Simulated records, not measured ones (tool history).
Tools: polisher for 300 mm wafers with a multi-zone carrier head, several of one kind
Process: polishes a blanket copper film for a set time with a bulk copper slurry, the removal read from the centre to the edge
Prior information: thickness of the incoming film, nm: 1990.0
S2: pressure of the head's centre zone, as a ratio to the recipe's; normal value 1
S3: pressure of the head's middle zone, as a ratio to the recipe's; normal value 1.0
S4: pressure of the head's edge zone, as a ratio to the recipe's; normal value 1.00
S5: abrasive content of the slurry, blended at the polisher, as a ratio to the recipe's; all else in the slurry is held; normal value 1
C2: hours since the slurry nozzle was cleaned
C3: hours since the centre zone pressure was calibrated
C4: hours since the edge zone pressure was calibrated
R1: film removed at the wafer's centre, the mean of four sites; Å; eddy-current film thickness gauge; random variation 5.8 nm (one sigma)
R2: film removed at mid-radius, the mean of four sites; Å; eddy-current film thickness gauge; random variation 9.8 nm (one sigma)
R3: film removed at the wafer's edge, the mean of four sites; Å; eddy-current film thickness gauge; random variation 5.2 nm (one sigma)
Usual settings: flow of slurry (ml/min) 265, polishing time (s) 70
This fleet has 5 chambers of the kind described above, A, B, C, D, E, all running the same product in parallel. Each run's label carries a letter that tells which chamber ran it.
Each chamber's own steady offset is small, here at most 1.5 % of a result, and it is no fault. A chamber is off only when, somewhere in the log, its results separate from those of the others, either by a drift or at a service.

{"hour": 9.7, "done": "chamber B: slurry nozzle cleaned"}
{"run": "1E", "hour": 12.6, "flow of slurry (ml/min)": 265, "S2": 1, "S3": 1.0, "S4": 1.0, "S5": 1, "polishing time (s)": 70, "wafers polished on this pad": 798, "C2": 468.6, "C3": 1243.0, "C4": 587.6, "R1": 7772.7, "R2": 7805.3, "R3": 7761.5}
{"run": "2A", "hour": 20.3, "flow of slurry (ml/min)": 265, "S2": 1, "S3": 1.0, "S4": 1.0, "S5": 1, "polishing time (s)": 70, "wafers polished on this pad": 327, "C2": 205.9, "C3": 241.9, "C4": 61.4, "R1": 7814.2, "R2": 7829.5, "R3": 7855.2}
{"run": "3D", "hour": 33.8, "flow of slurry (ml/min)": 265, "S2": 1, "S3": 1.0, "S4": 1.0, "S5": 1, "polishing time (s)": 70, "wafers polished on this pad": 453, "C2": 588.8, "C3": 394.1, "C4": 381.3, "R1": 7809.8, "R2": 7849.2, "R3": 7934.9}
{"run": "4C", "hour": 47.3, "flow of slurry (ml/min)": 265, "S2": 1, "S3": 1.0, "S4": 1.0, "S5": 1, "polishing time (s)": 70, "wafers polished on this pad": 601, "C2": 350.4, "C3": 407.5, "C4": 61.5, "R1": 7808.2, "R2": 7876.4, "R3": 7737.5}
{"run": "5B", "hour": 60.9, "flow of slurry (ml/min)": 265, "S2": 1, "S3": 1.0, "S4": 1.0, "S5": 1, "polishing time (s)": 70, "wafers polished on this pad": 755, "C2": 51.3, "C3": 88.0, "C4": 502.7, "R1": 7783.8, "R2": 7741.3, "R3": 7957.1}
{"hour": 65.6, "done": "chamber C: worn pad replaced by a new one"}
{"run": "6A", "hour": 71.7, "flow of slurry (ml/min)": 265, "S2": 1, "S3": 1.0, "S4": 1.0, "S5": 1, "polishing time (s)": 50, "wafers polished on this pad": 869, "C2": 257.3, "C3": 293.3, "C4": 112.8, "R1": 5663.8, "R2": 5514.7, "R3": 5584.0}
{"hour": 83.2, "done": "chamber D: slurry nozzle cleaned"}
{"run": "7C", "hour": 84.8, "flow of slurry (ml/min)": 265, "S2": 1, "S3": 1.0, "S4": 1.0, "S5": 1, "polishing time (s)": 50, "wafers polished on this pad": 203, "C2": 387.9, "C3": 445.0, "C4": 99.0, "R1": 5637.7, "R2": 5617.8, "R3": 5559.4}
{"run": "8B", "hour": 97.1, "flow of slurry (ml/min)": 265, "S2": 1, "S3": 1.0, "S4": 1.0, "S5": 1, "polishing time (s)": 50, "wafers polished on this pad": 1137, "C2": 87.5, "C3": 124.2, "C4": 538.9, "R1": 5544.5, "R2": 5648.0, "R3": 5654.5}
{"hour": 98.7, "done": "chamber D: worn pad replaced by a new one"}
{"hour": 101.2, "done": "chamber A: worn pad replaced by a new one"}
{"hour": 104.6, "done": "chamber B: worn pad replaced by a new one"}
{"run": "9D", "hour": 111.6, "flow of slurry (ml/min)": 265, "S2": 1, "S3": 1.0, "S4": 1.0, "S5": 1, "polishing time (s)": 50, "wafers polished on this pad": 136, "C2": 28.4, "C3": 471.9, "C4": 459.1, "R1": 5497.7, "R2": 5581.7, "R3": 5639.2}
{"run": "10E", "hour": 123.4, "flow of slurry (ml/min)": 265, "S2": 1, "S3": 1.0, "S4": 1.0, "S5": 1, "polishing time (s)": 50, "wafers polished on this pad": 1967, "C2": 579.4, "C3": 1353.8, "C4": 698.4, "R1": 5454.8, "R2": 5534.9, "R3": 5467.6}
{"run": "11B", "hour": 137.1, "flow of slurry (ml/min)": 265, "S2": 1, "S3": 1.0, "S4": 1.0, "S5": 1, "polishing time (s)": 70, "wafers polished on this pad": 343, "C2": 127.5, "C3": 164.2, "C4": 578.9, "R1": 7697.7, "R2": 7862.7, "R3": 7853.8}
{"run": "12E", "hour": 145.7, "flow of slurry (ml/min)": 265, "S2": 1, "S3": 1.0, "S4": 1.0, "S5": 1, "polishing time (s)": 70, "wafers polished on this pad": 2202, "C2": 601.7, "C3": 1376.1, "C4": 720.7, "R1": 7683.9, "R2": 7698.7, "R3": 7729.1}
{"run": "13C", "hour": 153.2, "flow of slurry (ml/min)": 265, "S2": 1, "S3": 1.0, "S4": 1.0, "S5": 1, "polishing time (s)": 70, "wafers polished on this pad": 925, "C2": 456.3, "C3": 513.4, "C4": 167.4, "R1": 7830.1, "R2": 7980.7, "R3": 7754.8}
{"hour": 158.0, "done": "chamber C: worn pad replaced by a new one"}
{"run": "14A", "hour": 166.0, "flow of slurry (ml/min)": 265, "S2": 1, "S3": 1.0, "S4": 1.0, "S5": 1, "polishing time (s)": 70, "wafers polished on this pad": 683, "C2": 351.6, "C3": 387.6, "C4": 207.1, "R1": 7864.6, "R2": 7954.2, "R3": 7798.1}
{"run": "15D", "hour": 174.0, "flow of slurry (ml/min)": 265, "S2": 1, "S3": 1.0, "S4": 1.0, "S5": 1, "polishing time (s)": 70, "wafers polished on this pad": 795, "C2": 90.8, "C3": 534.3, "C4": 521.5, "R1": 7750.0, "R2": 7816.7, "R3": 7855.4}
{"hour": 183.7, "done": "chamber E: centre zone pressure recalibrated"}
{"hour": 184.8, "done": "chamber D: worn pad replaced by a new one"}
{"run": "16A", "hour": 185.6, "flow of slurry (ml/min)": 265, "S2": 1, "S3": 1.0, "S4": 1.0, "S5": 1, "polishing time (s)": 70, "wafers polished on this pad": 890, "C2": 371.2, "C3": 407.2, "C4": 226.7, "R1": 7795.2, "R2": 7769.0, "R3": 7758.7}
{"hour": 187.4, "done": "chamber A: worn pad replaced by a new one"}
{"run": "17E", "hour": 193.0, "flow of slurry (ml/min)": 265, "S2": 1, "S3": 1.0, "S4": 1.0, "S5": 1, "polishing time (s)": 70, "wafers polished on this pad": 2701, "C2": 649.0, "C3": 9.3, "C4": 768.0, "R1": 7727.0, "R2": 7673.6, "R3": 7742.2}
{"run": "18C", "hour": 202.8, "flow of slurry (ml/min)": 265, "S2": 1, "S3": 1.0, "S4": 1.0, "S5": 1, "polishing time (s)": 70, "wafers polished on this pad": 473, "C2": 505.9, "C3": 563.0, "C4": 217.0, "R1": 7804.6, "R2": 7911.7, "R3": 7734.6}
{"hour": 206.4, "done": "chamber B: worn pad replaced by a new one"}
{"run": "19B", "hour": 216.5, "flow of slurry (ml/min)": 265, "S2": 1, "S3": 1.0, "S4": 1.0, "S5": 1, "polishing time (s)": 70, "wafers polished on this pad": 107, "C2": 206.9, "C3": 243.6, "C4": 658.3, "R1": 7852.5, "R2": 7748.3, "R3": 7926.2}
{"run": "20D", "hour": 229.2, "flow of slurry (ml/min)": 265, "S2": 1, "S3": 1.0, "S4": 1.0, "S5": 1, "polishing time (s)": 70, "wafers polished on this pad": 469, "C2": 146.0, "C3": 589.5, "C4": 576.7, "R1": 7961.0, "R2": 7760.3, "R3": 7911.6}
{"hour": 233.8, "done": "chamber C: worn pad replaced by a new one"}
{"run": "21D", "hour": 243.2, "flow of slurry (ml/min)": 265, "S2": 1, "S3": 1.0, "S4": 1.0, "S5": 1, "polishing time (s)": 70, "wafers polished on this pad": 617, "C2": 160.0, "C3": 603.5, "C4": 590.7, "R1": 7815.0, "R2": 7660.6, "R3": 7961.0}
{"hour": 246.9, "done": "chamber A: centre zone pressure recalibrated"}
{"run": "22B", "hour": 249.5, "flow of slurry (ml/min)": 265, "S2": 1, "S3": 1.0, "S4": 1.0, "S5": 1, "polishing time (s)": 70, "wafers polished on this pad": 455, "C2": 239.9, "C3": 276.6, "C4": 691.3, "R1": 7807.2, "R2": 7964.7, "R3": 7882.0}
{"hour": 250.9, "done": "chamber D: centre zone pressure recalibrated"}
{"run": "23E", "hour": 259.2, "flow of slurry (ml/min)": 265, "S2": 1, "S3": 1.0, "S4": 1.0, "S5": 1, "polishing time (s)": 70, "wafers polished on this pad": 3399, "C2": 715.2, "C3": 75.5, "C4": 834.2, "R1": 7650.9, "R2": 7697.7, "R3": 7540.2}
{"run": "24C", "hour": 272.9, "flow of slurry (ml/min)": 265, "S2": 1, "S3": 1.0, "S4": 1.0, "S5": 1, "polishing time (s)": 70, "wafers polished on this pad": 412, "C2": 576.0, "C3": 633.1, "C4": 287.1, "R1": 7771.0, "R2": 7777.5, "R3": 7824.5}
{"hour": 278.8, "done": "chamber D: worn pad replaced by a new one"}
{"run": "25A", "hour": 279.3, "flow of slurry (ml/min)": 265, "S2": 1, "S3": 0.9, "S4": 1.0, "S5": 1, "polishing time (s)": 70, "wafers polished on this pad": 970, "C2": 464.9, "C3": 32.5, "C4": 320.4, "R1": 7783.6, "R2": 7160.7, "R3": 7725.2}
{"hour": 286.5, "done": "chamber A: worn pad replaced by a new one"}
{"run": "26D", "hour": 286.5, "flow of slurry (ml/min)": 265, "S2": 1, "S3": 0.9, "S4": 1.0, "S5": 1, "polishing time (s)": 70, "wafers polished on this pad": 82, "C2": 203.3, "C3": 35.6, "C4": 634.0, "R1": 7791.2, "R2": 7198.1, "R3": 7889.3}
{"run": "27A", "hour": 300.0, "flow of slurry (ml/min)": 265, "S2": 1, "S3": 0.9, "S4": 1.0, "S5": 1, "polishing time (s)": 70, "wafers polished on this pad": 142, "C2": 485.6, "C3": 53.2, "C4": 341.1, "R1": 7825.4, "R2": 7232.5, "R3": 7914.1}
{"hour": 305.2, "done": "chamber C: worn pad replaced by a new one"}
{"hour": 306.3, "done": "chamber B: worn pad replaced by a new one"}
{"run": "28B", "hour": 307.6, "flow of slurry (ml/min)": 265, "S2": 1, "S3": 0.9, "S4": 1.0, "S5": 1, "polishing time (s)": 70, "wafers polished on this pad": 14, "C2": 298.0, "C3": 334.7, "C4": 749.4, "R1": 7706.3, "R2": 7159.1, "R3": 7883.5}
{"run": "29E", "hour": 317.6, "flow of slurry (ml/min)": 265, "S2": 1, "S3": 0.9, "S4": 1.0, "S5": 1, "polishing time (s)": 70, "wafers polished on this pad": 4015, "C2": 773.6, "C3": 133.9, "C4": 892.6, "R1": 7509.1, "R2": 6925.0, "R3": 7544.6}
{"run": "30C", "hour": 327.9, "flow of slurry (ml/min)": 265, "S2": 1, "S3": 1.0, "S4": 1.0, "S5": 1, "polishing time (s)": 70, "wafers polished on this pad": 240, "C2": 631.0, "C3": 688.1, "C4": 342.1, "R1": 7921.8, "R2": 7782.0, "R3": 7777.9}
{"hour": 335.5, "done": "chamber C: edge zone pressure recalibrated"}
{"hour": 338.5, "done": "chamber B: slurry nozzle cleaned"}
{"run": "31B", "hour": 342.0, "flow of slurry (ml/min)": 265, "S2": 1, "S3": 1.0, "S4": 1.0, "S5": 1, "polishing time (s)": 70, "wafers polished on this pad": 376, "C2": 3.6, "C3": 369.1, "C4": 783.8, "R1": 7805.7, "R2": 7870.0, "R3": 7863.9}
{"run": "32E", "hour": 353.9, "flow of slurry (ml/min)": 265, "S2": 1, "S3": 1.0, "S4": 1.0, "S5": 1, "polishing time (s)": 70, "wafers polished on this pad": 4398, "C2": 809.9, "C3": 170.2, "C4": 928.9, "R1": 7653.3, "R2": 7638.5, "R3": 7564.7}
{"hour": 365.9, "done": "chamber D: worn pad replaced by a new one"}
{"run": "33C", "hour": 367.5, "flow of slurry (ml/min)": 265, "S2": 1, "S3": 1.0, "S4": 1.0, "S5": 1, "polishing time (s)": 70, "wafers polished on this pad": 658, "C2": 670.6, "C3": 727.7, "C4": 32.0, "R1": 7843.2, "R2": 7815.4, "R3": 7786.7}
{"hour": 372.4, "done": "chamber A: worn pad replaced by a new one"}
{"run": "34A", "hour": 375.8, "flow of slurry (ml/min)": 265, "S2": 1, "S3": 1.0, "S4": 1.0, "S5": 1, "polishing time (s)": 70, "wafers polished on this pad": 36, "C2": 561.4, "C3": 129.0, "C4": 416.9, "R1": 8015.6, "R2": 8037.0, "R3": 7841.9}
{"run": "35D", "hour": 390.1, "flow of slurry (ml/min)": 265, "S2": 1, "S3": 1.0, "S4": 1.0, "S5": 1, "polishing time (s)": 70, "wafers polished on this pad": 256, "C2": 306.9, "C3": 139.2, "C4": 737.6, "R1": 7764.3, "R2": 7751.0, "R3": 7907.3}
{"run": "36E", "hour": 403.0, "flow of slurry (ml/min)": 305, "S2": 1, "S3": 1.0, "S4": 0.89, "S5": 1, "polishing time (s)": 70, "wafers polished on this pad": 4916, "C2": 859.0, "C3": 219.3, "C4": 978.0, "R1": 7660.4, "R2": 7653.7, "R3": 7178.7}

Each of the 5 chambers runs these same settings next. Fill in every chamber's results:
{"run": "37A", "hour": 413.4, "flow of slurry (ml/min)": 265, "S2": 1, "S3": 1.0, "S4": 1.0, "S5": 1, "polishing time (s)": 70, "R1": "?", "R2": "?", "R3": "?"}
{"run": "37B", "hour": 413.4, "flow of slurry (ml/min)": 265, "S2": 1, "S3": 1.0, "S4": 1.0, "S5": 1, "polishing time (s)": 70, "R1": "?", "R2": "?", "R3": "?"}
{"run": "37C", "hour": 413.4, "flow of slurry (ml/min)": 265, "S2": 1, "S3": 1.0, "S4": 1.0, "S5": 1, "polishing time (s)": 70, "R1": "?", "R2": "?", "R3": "?"}
{"run": "37D", "hour": 413.4, "flow of slurry (ml/min)": 265, "S2": 1, "S3": 1.0, "S4": 1.0, "S5": 1, "polishing time (s)": 70, "R1": "?", "R2": "?", "R3": "?"}
{"run": "37E", "hour": 413.4, "flow of slurry (ml/min)": 265, "S2": 1, "S3": 1.0, "S4": 1.0, "S5": 1, "polishing time (s)": 70, "R1": "?", "R2": "?", "R3": "?"}

run=37A R1=7827.9 R2=7699.0 R3=7826.3
run=37B R1=7882.1 R2=7734.2 R3=7901.7
run=37C R1=7846.2 R2=7762.3 R3=7821.4
run=37D R1=7798.7 R2=7787.7 R3=7954.1
run=37E R1=7472.0 R2=7446.8 R3=7441.1
